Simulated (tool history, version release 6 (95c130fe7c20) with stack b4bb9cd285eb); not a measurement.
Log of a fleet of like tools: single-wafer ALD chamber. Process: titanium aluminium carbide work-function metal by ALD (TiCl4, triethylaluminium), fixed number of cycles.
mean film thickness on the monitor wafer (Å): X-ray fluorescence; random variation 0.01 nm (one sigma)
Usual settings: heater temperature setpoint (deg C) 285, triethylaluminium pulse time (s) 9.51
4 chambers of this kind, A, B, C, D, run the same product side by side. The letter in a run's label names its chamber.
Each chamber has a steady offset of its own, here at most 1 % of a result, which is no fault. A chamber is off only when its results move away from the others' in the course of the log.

| run | hour | heater temperature setpoint (deg C) | triethylaluminium pulse time (s) | hours since the last thermocouple change | hours since the last triethylaluminium bottle change | read-back reference wafer on the same gauge, thickness_nm | mean film thickness on the monitor wafer (Å) |
|---|---|---|---|---|---|---|---|
| 1B | 5.4 | 285 | 9.51 | 578.8 | 308.7 | 1.9275 | 18.496 |
| 2D | 13.9 | 285 | 9.51 | 1345.5 | 1338.2 | 1.9315 | 18.703 |
| 3C | 19.9 | 285 | 9.51 | 779.8 | 229.7 | 1.932 | 18.644 |
| 4A | 29.9 | 285 | 9.51 | 1515.2 | 994.1 | 1.9324 | 18.596 |
| 5A | 38.7 | 293 | 11.83 | 1524 | 1002.9 | 1.9289 | 19.329 |
|  | 44.3 | chamber A: triethylaluminium bottle replaced |
| 6C | 46 | 293 | 11.83 | 805.9 | 255.8 | 1.929 | 19.727 |
| 7B | 51.1 | 293 | 11.83 | 624.5 | 354.4 | 1.9281 | 19.651 |
| 8D | 59.3 | 293 | 11.83 | 1390.9 | 1383.6 | 1.9309 | 19.762 |
| 9D | 68 | 285 | 9.51 | 1399.6 | 1392.3 | 1.9315 | 18.585 |
| 10A | 73.3 | 285 | 9.51 | 1558.6 | 29 | 1.93 | 18.583 |
|  | 75.7 | chamber D: thermocouple changed; heater temperature recalibrated |
| 11B | 82.5 | 285 | 9.51 | 655.9 | 385.8 | 1.9323 | 18.375 |
| 12C | 87.9 | 285 | 9.51 | 847.8 | 297.7 | 1.9287 | 18.707 |
| 13B | 96.4 | 285 | 9.51 | 669.8 | 399.7 | 1.9302 | 18.396 |
| 14C | 103.1 | 285 | 9.51 | 863 | 312.9 | 1.93 | 18.294 |
| 15A | 112.1 | 292 | 9.51 | 1597.4 | 67.8 | 1.929 | 19.14 |
| 16D | 120.4 | 292 | 9.51 | 44.8 | 1444.7 | 1.9289 | 19.339 |
| 17C | 129.4 | 292 | 9.51 | 889.3 | 339.2 | 1.9301 | 19.244 |
| 18A | 138.1 | 292 | 9.51 | 1623.4 | 93.8 | 1.9312 | 19.061 |
| 19D | 147.8 | 285 | 9.51 | 72.2 | 1472.1 | 1.9323 | 18.537 |
| 20B | 153 | 285 | 9.51 | 726.4 | 456.3 | 1.929 | 18.345 |
|  | 159.4 | chamber A: thermocouple changed; heater temperature recalibrated |
| 21D | 161.3 | 285 | 9.51 | 85.7 | 1485.6 | 1.9304 | 18.568 |
| 22A | 168.3 | 285 | 9.51 | 8.9 | 124 | 1.9277 | 18.435 |
| 23C | 176.4 | 285 | 9.51 | 936.3 | 386.2 | 1.9287 | 18.697 |
| 24B | 183.1 | 285 | 9.51 | 756.5 | 486.4 | 1.9279 | 18.499 |
| 25A | 187.9 | 285 | 9.51 | 28.5 | 143.6 | 1.9291 | 18.482 |
| 26D | 194.4 | 285 | 9.51 | 118.8 | 1518.7 | 1.9313 | 18.738 |
| 27B | 203.8 | 285 | 9.51 | 777.2 | 507.1 | 1.9293 | 18.572 |
| 28C | 209.1 | 285 | 9.51 | 969 | 418.9 | 1.93 | 18.515 |
| 29B | 213.7 | 285 | 9.51 | 787.1 | 517 | 1.9301 | 18.564 |
| 30D | 218.8 | 285 | 9.51 | 143.2 | 1543.1 | 1.9312 | 18.559 |
| 31A | 224 | 285 | 9.51 | 64.6 | 179.7 | 1.9289 | 18.547 |
| 32C | 228.4 | 285 | 9.51 | 988.3 | 438.2 | 1.9304 | 18.529 |
| 33C | 233.4 | 285 | 9.51 | 993.3 | 443.2 | 1.929 | 18.735 |
| 34A | 238.9 | 285 | 9.51 | 79.5 | 194.6 | 1.927 | 18.308 |
| 35D | 243.9 | 285 | 9.51 | 168.3 | 1568.2 | 1.9317 | 18.631 |
| 36B | 249.6 | 285 | 9.51 | 823 | 552.9 | 1.9318 | 18.33 |
| 37D | 257.6 | 285 | 9.51 | 182 | 1581.9 | 1.9307 | 18.751 |
| 38B | 262.8 | 285 | 9.51 | 836.2 | 566.1 | 1.9299 | 18.367 |
| 39A | 272.2 | 295 | 5.84 | 112.8 | 227.9 | 1.9321 | 17.493 |

What goes on in this fleet: one chamber off, a drifting gauge, or nothing beyond the chambers' own small offsets? Name the chamber and the cause, if any.

No chamber stands off beyond its own small offset, and the gauge holds steady.
